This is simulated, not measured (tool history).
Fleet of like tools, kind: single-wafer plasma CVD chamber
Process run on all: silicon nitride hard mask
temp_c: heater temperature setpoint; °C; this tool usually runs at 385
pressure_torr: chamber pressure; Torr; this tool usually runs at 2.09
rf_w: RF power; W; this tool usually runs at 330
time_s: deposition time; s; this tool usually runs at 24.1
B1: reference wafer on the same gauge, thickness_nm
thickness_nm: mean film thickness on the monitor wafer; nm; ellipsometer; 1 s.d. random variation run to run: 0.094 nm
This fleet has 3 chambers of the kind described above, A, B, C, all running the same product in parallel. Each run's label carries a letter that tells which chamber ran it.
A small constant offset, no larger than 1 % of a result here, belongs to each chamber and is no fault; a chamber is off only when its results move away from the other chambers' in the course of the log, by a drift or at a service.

Run 1C, day 0.396: usual settings; B1 34.717. Result: thickness_nm 32.382 nm.
Run 2B, day 0.754: usual settings; B1 34.714. Result: thickness_nm 32.050 nm.
Run 3A, day 1.008: usual settings; B1 34.680. Result: thickness_nm 32.080 nm.
Run 4A, day 1.338: usual settings; B1 34.713. Result: thickness_nm 32.100 nm.
Run 5B, day 1.667: usual settings; B1 34.691. Result: thickness_nm 32.019 nm.
Run 6C, day 2.129: usual settings; B1 34.691. Result: thickness_nm 32.171 nm.
Run 7A, day 2.588: usual settings; B1 34.699. Result: thickness_nm 31.994 nm.
Run 8C, day 2.858: usual settings; B1 34.707. Result: thickness_nm 32.394 nm.
Run 9B, day 3.171: usual settings; B1 34.706. Result: thickness_nm 32.003 nm.
Run 10A, day 3.612: usual settings; B1 34.686. Result: thickness_nm 32.005 nm.
Run 11C, day 3.925: usual settings; B1 34.674. Result: thickness_nm 32.306 nm.
Run 12B, day 4.154: usual settings; B1 34.701. Result: thickness_nm 32.071 nm.
Run 13C, day 4.638: usual settings; B1 34.724. Result: thickness_nm 32.279 nm.
Run 14A, day 4.917: usual settings; B1 34.702. Result: thickness_nm 31.928 nm.
Run 15B, day 5.371: usual settings; B1 34.676. Result: thickness_nm 31.790 nm.
Run 16A, day 5.792: usual settings; B1 34.667. Result: thickness_nm 31.948 nm.
Run 17C, day 6.154: usual settings; B1 34.694. Result: thickness_nm 32.324 nm.
Run 18B, day 6.558: usual settings; B1 34.708. Result: thickness_nm 31.977 nm.
Run 19B, day 6.888: usual settings but rf_w 365 W, time_s 19.8 s; B1 34.713. Result: thickness_nm 27.910 nm.
Run 20C, day 7.362: usual settings but rf_w 365 W, time_s 19.8 s; B1 34.682. Result: thickness_nm 28.259 nm.
Run 21A, day 7.833: usual settings but rf_w 365 W, time_s 19.8 s; B1 34.703. Result: thickness_nm 27.937 nm.
Run 22C, day 8.279: usual settings; B1 34.712. Result: thickness_nm 32.377 nm.
Run 23A, day 8.533: usual settings; B1 34.689. Result: thickness_nm 32.188 nm.
Run 24B, day 9.025: usual settings; B1 34.692. Result: thickness_nm 32.109 nm.
Run 25B, day 9.458: usual settings; B1 34.693. Result: thickness_nm 31.981 nm.
At day 9.608: chamber B: RF generator calibrated.
Run 26C, day 9.696: usual settings; B1 34.677. Result: thickness_nm 32.417 nm.
Run 27A, day 10.046: usual settings; B1 34.694. Result: thickness_nm 32.086 nm.
Run 28B, day 10.521: usual settings; B1 34.673. Result: thickness_nm 31.961 nm.
Run 29A, day 10.862: usual settings; B1 34.721. Result: thickness_nm 31.951 nm.
Run 30C, day 11.083: usual settings; B1 34.702. Result: thickness_nm 32.365 nm.
Run 31C, day 11.358: usual settings; B1 34.695. Result: thickness_nm 32.151 nm.
Run 32A, day 11.579: usual settings; B1 34.712. Result: thickness_nm 32.027 nm.
Run 33B, day 12.025: usual settings; B1 34.696. Result: thickness_nm 31.909 nm.

The same settings go to every chamber for the next run, one line per chamber below. Forecast the results for each:
Run 34A, day 12.379: usual settings but pressure_torr 1.84 Torr. Result: thickness_nm ?.
Run 34B, day 12.379: usual settings but pressure_torr 1.84 Torr. Result: thickness_nm ?.
Run 34C, day 12.379: usual settings but pressure_torr 1.84 Torr. Result: thickness_nm ?.

run  thickness_nm
34A        30.935
34B        31.005
34C        31.240
